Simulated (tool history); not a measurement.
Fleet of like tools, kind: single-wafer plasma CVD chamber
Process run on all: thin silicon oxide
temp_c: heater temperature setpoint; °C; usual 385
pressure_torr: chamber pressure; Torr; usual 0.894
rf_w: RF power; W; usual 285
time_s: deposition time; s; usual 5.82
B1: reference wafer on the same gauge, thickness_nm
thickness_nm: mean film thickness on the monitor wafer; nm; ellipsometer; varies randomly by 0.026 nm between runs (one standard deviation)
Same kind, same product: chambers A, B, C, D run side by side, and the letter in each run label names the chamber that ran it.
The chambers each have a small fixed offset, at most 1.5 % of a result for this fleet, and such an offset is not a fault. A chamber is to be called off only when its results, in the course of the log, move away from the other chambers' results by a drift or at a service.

{"run": "1B", "hour": 3.7, "temp_c": 385, "pressure_torr": 0.894, "rf_w": 285, "time_s": 5.82, "B1": 11.499, "thickness_nm": 11.85}
{"run": "2D", "hour": 8.6, "temp_c": 385, "pressure_torr": 0.894, "rf_w": 285, "time_s": 5.82, "B1": 11.5, "thickness_nm": 11.679}
{"run": "3A", "hour": 12.2, "temp_c": 385, "pressure_torr": 0.894, "rf_w": 285, "time_s": 5.82, "B1": 11.499, "thickness_nm": 11.621}
{"run": "4C", "hour": 18.1, "temp_c": 385, "pressure_torr": 0.894, "rf_w": 285, "time_s": 5.82, "B1": 11.495, "thickness_nm": 11.744}
{"run": "5C", "hour": 25.1, "temp_c": 385, "pressure_torr": 0.894, "rf_w": 285, "time_s": 5.38, "B1": 11.499, "thickness_nm": 10.848}
{"run": "6B", "hour": 29.1, "temp_c": 385, "pressure_torr": 0.894, "rf_w": 285, "time_s": 5.38, "B1": 11.504, "thickness_nm": 10.927}
{"run": "7D", "hour": 33.2, "temp_c": 385, "pressure_torr": 0.894, "rf_w": 285, "time_s": 5.38, "B1": 11.501, "thickness_nm": 10.852}
{"run": "8A", "hour": 40.9, "temp_c": 385, "pressure_torr": 0.894, "rf_w": 285, "time_s": 5.38, "B1": 11.499, "thickness_nm": 10.749}
{"run": "9B", "hour": 48.0, "temp_c": 385, "pressure_torr": 0.894, "rf_w": 285, "time_s": 5.82, "B1": 11.502, "thickness_nm": 11.777}
{"run": "10C", "hour": 53.4, "temp_c": 385, "pressure_torr": 0.894, "rf_w": 285, "time_s": 5.82, "B1": 11.5, "thickness_nm": 11.695}
{"run": "11D", "hour": 59.8, "temp_c": 385, "pressure_torr": 0.894, "rf_w": 285, "time_s": 5.82, "B1": 11.499, "thickness_nm": 11.745}
{"run": "12A", "hour": 64.3, "temp_c": 385, "pressure_torr": 0.894, "rf_w": 285, "time_s": 5.82, "B1": 11.497, "thickness_nm": 11.646}
{"run": "13D", "hour": 71.0, "temp_c": 385, "pressure_torr": 0.894, "rf_w": 285, "time_s": 5.82, "B1": 11.498, "thickness_nm": 11.723}
{"run": "14C", "hour": 78.0, "temp_c": 385, "pressure_torr": 0.894, "rf_w": 285, "time_s": 5.82, "B1": 11.497, "thickness_nm": 11.661}
{"run": "15B", "hour": 83.3, "temp_c": 385, "pressure_torr": 0.894, "rf_w": 285, "time_s": 5.82, "B1": 11.504, "thickness_nm": 11.832}
{"run": "16A", "hour": 90.6, "temp_c": 385, "pressure_torr": 0.894, "rf_w": 285, "time_s": 5.82, "B1": 11.501, "thickness_nm": 11.656}
{"run": "17D", "hour": 94.7, "temp_c": 385, "pressure_torr": 0.894, "rf_w": 285, "time_s": 5.82, "B1": 11.494, "thickness_nm": 11.725}
{"run": "18B", "hour": 102.3, "temp_c": 385, "pressure_torr": 0.894, "rf_w": 285, "time_s": 5.82, "B1": 11.495, "thickness_nm": 11.813}
{"run": "19C", "hour": 109.0, "temp_c": 385, "pressure_torr": 0.894, "rf_w": 285, "time_s": 5.82, "B1": 11.497, "thickness_nm": 11.654}
{"run": "20A", "hour": 116.0, "temp_c": 385, "pressure_torr": 0.894, "rf_w": 285, "time_s": 5.82, "B1": 11.499, "thickness_nm": 11.64}
{"run": "21A", "hour": 124.0, "temp_c": 385, "pressure_torr": 0.894, "rf_w": 285, "time_s": 5.82, "B1": 11.501, "thickness_nm": 11.642}
{"run": "22C", "hour": 129.8, "temp_c": 385, "pressure_torr": 0.894, "rf_w": 285, "time_s": 5.82, "B1": 11.501, "thickness_nm": 11.592}
{"run": "23D", "hour": 133.8, "temp_c": 385, "pressure_torr": 0.894, "rf_w": 285, "time_s": 5.82, "B1": 11.504, "thickness_nm": 11.761}
{"run": "24B", "hour": 139.6, "temp_c": 385, "pressure_torr": 0.894, "rf_w": 285, "time_s": 5.82, "B1": 11.505, "thickness_nm": 11.79}
{"run": "25A", "hour": 145.6, "temp_c": 385, "pressure_torr": 0.894, "rf_w": 285, "time_s": 5.82, "B1": 11.504, "thickness_nm": 11.638}
{"run": "26C", "hour": 152.8, "temp_c": 385, "pressure_torr": 0.687, "rf_w": 310, "time_s": 5.82, "B1": 11.498, "thickness_nm": 9.3451}
{"run": "27B", "hour": 157.0, "temp_c": 385, "pressure_torr": 0.687, "rf_w": 310, "time_s": 5.82, "B1": 11.5, "thickness_nm": 9.4785}
{"run": "28D", "hour": 164.2, "temp_c": 385, "pressure_torr": 0.687, "rf_w": 310, "time_s": 5.82, "B1": 11.497, "thickness_nm": 9.4643}
{"run": "29A", "hour": 171.9, "temp_c": 385, "pressure_torr": 0.687, "rf_w": 310, "time_s": 5.82, "B1": 11.505, "thickness_nm": 9.353}
{"run": "30C", "hour": 178.0, "temp_c": 385, "pressure_torr": 0.894, "rf_w": 285, "time_s": 5.82, "B1": 11.502, "thickness_nm": 11.558}
{"run": "31B", "hour": 181.8, "temp_c": 385, "pressure_torr": 0.686, "rf_w": 285, "time_s": 6.49, "B1": 11.498, "thickness_nm": 10.193}
{"run": "32D", "hour": 189.0, "temp_c": 385, "pressure_torr": 0.686, "rf_w": 285, "time_s": 6.49, "B1": 11.503, "thickness_nm": 10.214}
{"run": "33C", "hour": 193.8, "temp_c": 385, "pressure_torr": 0.686, "rf_w": 285, "time_s": 6.49, "B1": 11.499, "thickness_nm": 10.044}
{"run": "34B", "hour": 199.9, "temp_c": 385, "pressure_torr": 0.686, "rf_w": 285, "time_s": 6.49, "B1": 11.502, "thickness_nm": 10.223}
{"run": "35A", "hour": 208.0, "temp_c": 385, "pressure_torr": 0.894, "rf_w": 285, "time_s": 5.82, "B1": 11.498, "thickness_nm": 11.714}
{"run": "36D", "hour": 212.4, "temp_c": 385, "pressure_torr": 0.894, "rf_w": 285, "time_s": 5.82, "B1": 11.497, "thickness_nm": 11.713}
{"run": "37A", "hour": 219.8, "temp_c": 385, "pressure_torr": 0.894, "rf_w": 285, "time_s": 5.82, "B1": 11.499, "thickness_nm": 11.639}

For the next run the whole fleet of 4 chambers uses the same settings. Give each chamber's results:
{"run": "38A", "hour": 225.6, "temp_c": 385, "pressure_torr": 0.894, "rf_w": 285, "time_s": 5.82, "thickness_nm": "?"}
{"run": "38B", "hour": 225.6, "temp_c": 385, "pressure_torr": 0.894, "rf_w": 285, "time_s": 5.82, "thickness_nm": "?"}
{"run": "38C", "hour": 225.6, "temp_c": 385, "pressure_torr": 0.894, "rf_w": 285, "time_s": 5.82, "thickness_nm": "?"}
{"run": "38D", "hour": 225.6, "temp_c": 385, "pressure_torr": 0.894, "rf_w": 285, "time_s": 5.82, "thickness_nm": "?"}

run=38A thickness_nm=11.6250
run=38B thickness_nm=11.8200
run=38C thickness_nm=11.4660
run=38D thickness_nm=11.7530
